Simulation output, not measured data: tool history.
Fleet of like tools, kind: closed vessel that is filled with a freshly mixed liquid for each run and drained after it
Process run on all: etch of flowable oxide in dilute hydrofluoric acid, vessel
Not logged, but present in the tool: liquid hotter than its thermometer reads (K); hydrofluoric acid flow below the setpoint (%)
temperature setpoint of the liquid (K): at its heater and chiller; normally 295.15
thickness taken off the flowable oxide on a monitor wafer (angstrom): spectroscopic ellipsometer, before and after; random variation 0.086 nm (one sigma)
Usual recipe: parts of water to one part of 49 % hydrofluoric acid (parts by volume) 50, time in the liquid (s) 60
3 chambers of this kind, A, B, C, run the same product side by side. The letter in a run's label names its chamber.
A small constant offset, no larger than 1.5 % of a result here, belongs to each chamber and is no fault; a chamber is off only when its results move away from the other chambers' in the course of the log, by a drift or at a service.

run    day  temperature setpoint of the liquid (K)  parts of water to one part of 49 % hydrofluoric acid (parts by volume)  time in the liquid (s)  hours since the thermometer was replaced  hours since the hydrofluoric acid flow meter was replaced  read-back film thickness of the flowable oxide reference wafer, read on the same gauge (nm)  thickness taken off the flowable oxide on a monitor wafer (angstrom)
 1B  0.246                                  295.15                                                                      50                      60                                     475.3                                                     1022.3                                                                                       50.001                                                                283.66
 2C  0.558                                  295.15                                                                      50                      60                                     965.4                                                     1750.7                                                                                       49.971                                                                282.13
 3A  0.754                                  295.15                                                                      50                      60                                    1624.7                                                        889                                                                                       50.015                                                                287.46
 4C  1.021                                  295.15                                                                      50                      60                                     976.5                                                     1761.8                                                                                       49.983                                                                280.46
 5B  1.179                                  295.15                                                                      50                      60                                     497.7                                                     1044.7                                                                                       49.976                                                                281.95
 6A  1.379                                  291.65                                                                      50                      60                                    1639.7                                                        904                                                                                       49.993                                                                247.44
 7C  1.575                                  291.65                                                                      50                      60                                     989.8                                                     1775.1                                                                                       49.999                                                                242.95
 8B  1.825                                  291.65                                                                      50                      60                                     513.2                                                     1060.2                                                                                       49.984                                                                242.49
 9A  2.021                                  293.15                                                                      50                      85                                    1655.1                                                      919.4                                                                                       49.995                                                                371.64
10B  2.221                                  293.15                                                                      50                      85                                     522.7                                                     1069.7                                                                                       49.985                                                                368.34
11A  2.396                                  293.15                                                                      50                      85                                    1664.1                                                      928.4                                                                                       50.027                                                                374.34
12C  2.688                                  295.15                                                                      50                      60                                    1016.5                                                     1801.8                                                                                       49.986                                                                 282.7
13C  2.912                                  295.15                                                                      50                      60                                    1021.9                                                     1807.2                                                                                       49.984                                                                279.98
14B  3.171                                  295.15                                                                      50                      60                                     545.5                                                     1092.5                                                                                       50.012                                                                282.42
15A  3.325                                  295.15                                                                      50                      60                                    1686.4                                                      950.7                                                                                       50.021                                                                287.92
16A  3.608                                  295.15                                                                      50                      60                                    1693.2                                                      957.5                                                                                       50.023                                                                 286.2
17C  3.758                                  295.15                                                                      50                      60                                    1042.2                                                     1827.5                                                                                       50.038                                                                281.75
18B  4.029                                  295.15                                                                      50                      60                                     566.1                                                     1113.1                                                                                       50.001                                                                282.13
19C  4.271                                  295.15                                                                      50                      60                                    1054.5                                                     1839.8                                                                                       50.018                                                                280.37
20A  4.433                                  295.15                                                                      50                      60                                      1713                                                      977.3                                                                                       50.019                                                                287.36
21B  4.621                                  295.15                                                                      50                      60                                     580.3                                                     1127.3                                                                                       49.992                                                                281.12
22C  4.883                                  295.15                                                                      50                      60                                    1069.2                                                     1854.5                                                                                       50.022                                                                 282.7
23B  5.175                                  295.15                                                                      50                      60                                     593.6                                                     1140.6                                                                                       50.027                                                                279.72
24A   5.45                                  295.15                                                                      50                      60                                    1737.4                                                     1001.7                                                                                       50.014                                                                286.48
25C  5.671                                  295.15                                                                      50                      60                                    1088.1                                                     1873.4                                                                                        50.01                                                                281.95
26A  5.921                                  295.15                                                                      50                      60                                    1748.7                                                       1013                                                                                        50.02                                                                286.54
27B  6.175                                  295.15                                                                      30                      75                                     617.6                                                     1164.6                                                                                       49.976                                                                 586.6
28B    6.4                                  295.15                                                                      30                      75                                       623                                                       1170                                                                                       49.989                                                                589.23
29A  6.542                                  295.15                                                                      30                      75                                    1763.6                                                     1027.9                                                                                        50.02                                                                613.07
30C  6.821                                  295.15                                                                      50                      60                                    1115.7                                                       1901                                                                                       50.004                                                                281.89
31A  6.958                                  295.15                                                                      50                      60                                    1773.6                                                     1037.9                                                                                       49.995                                                                286.71
32C  7.096                                  298.15                                                                      70                      60                                    1122.3                                                     1907.6                                                                                       50.003                                                                221.48
33B  7.383                                  298.15                                                                      70                      60                                     646.6                                                     1193.6                                                                                       49.988                                                                217.25
34A  7.617                                  298.15                                                                      70                      60                                    1789.4                                                     1053.7                                                                                        50.01                                                                226.56
35C  7.783                                  295.15                                                                      50                      60                                    1138.8                                                     1924.1                                                                                       49.994                                                                282.73
36B  7.946                                  295.15                                                                      50                      60                                     660.1                                                     1207.1                                                                                       50.012                                                                274.79
37A   8.15                                  295.15                                                                      50                      60                                    1802.2                                                     1066.5                                                                                       50.001                                                                286.77
38C  8.288                                  295.15                                                                      70                      60                                    1150.9                                                     1936.2                                                                                       49.998                                                                196.71
39B  8.438                                  295.15                                                                      70                      60                                     671.9                                                     1218.9                                                                                       49.997                                                                191.08
40B    8.6                                  295.15                                                                      70                      60                                     675.8                                                     1222.8                                                                                       49.995                                                                190.28

Decide between three cases: one chamber stands off from its peers, the gauge reading all wafers drifts, or nothing is wrong past each chamber's small offset. Where a chamber is off, say which and what most likely put it there.

One chamber, B, drifts off from the rest bit by bit.
Most likely cause: hydrofluoric acid flow below the setpoint (%) = 3.42.
It could be hard to tell apart here from: liquid colder than its thermometer reads (K).

Here are 4 candidates for chamber B's next run, each the usual settings with a change, their results left as question marks. Which one brings its results back in line with what the others give on the usual settings?
To be in line, a result may differ from the other chambers' mean on the usual settings by at most: thickness taken off the flowable oxide on a monitor wafer (angstrom) 3
41B-1  8.825                                  295.65                                                                      50                      60                                                                                                                                                                                                                                                                       ?
41B-2  8.825                                  294.15                                                                      50                      60                                                                                                                                                                                                                                                                       ?
41B-3  8.825                                  296.15                                                                      50                      60                                                                                                                                                                                                                                                                       ?
41B-4  8.825                                  294.65                                                                      50                      60                                                                                                                                                                                                                                                                       ?

On the usual settings, the other chambers give on average: thickness taken off the flowable oxide on a monitor wafer (angstrom) 284.26
  run  thickness taken off the flowable oxide on a monitor wafer (angstrom)
41B-1                                                                277.98
41B-2                                                                261.08
41B-3                                                                283.81
41B-4                                                                266.62
It is 41B-3 that realigns the chamber with its peers.
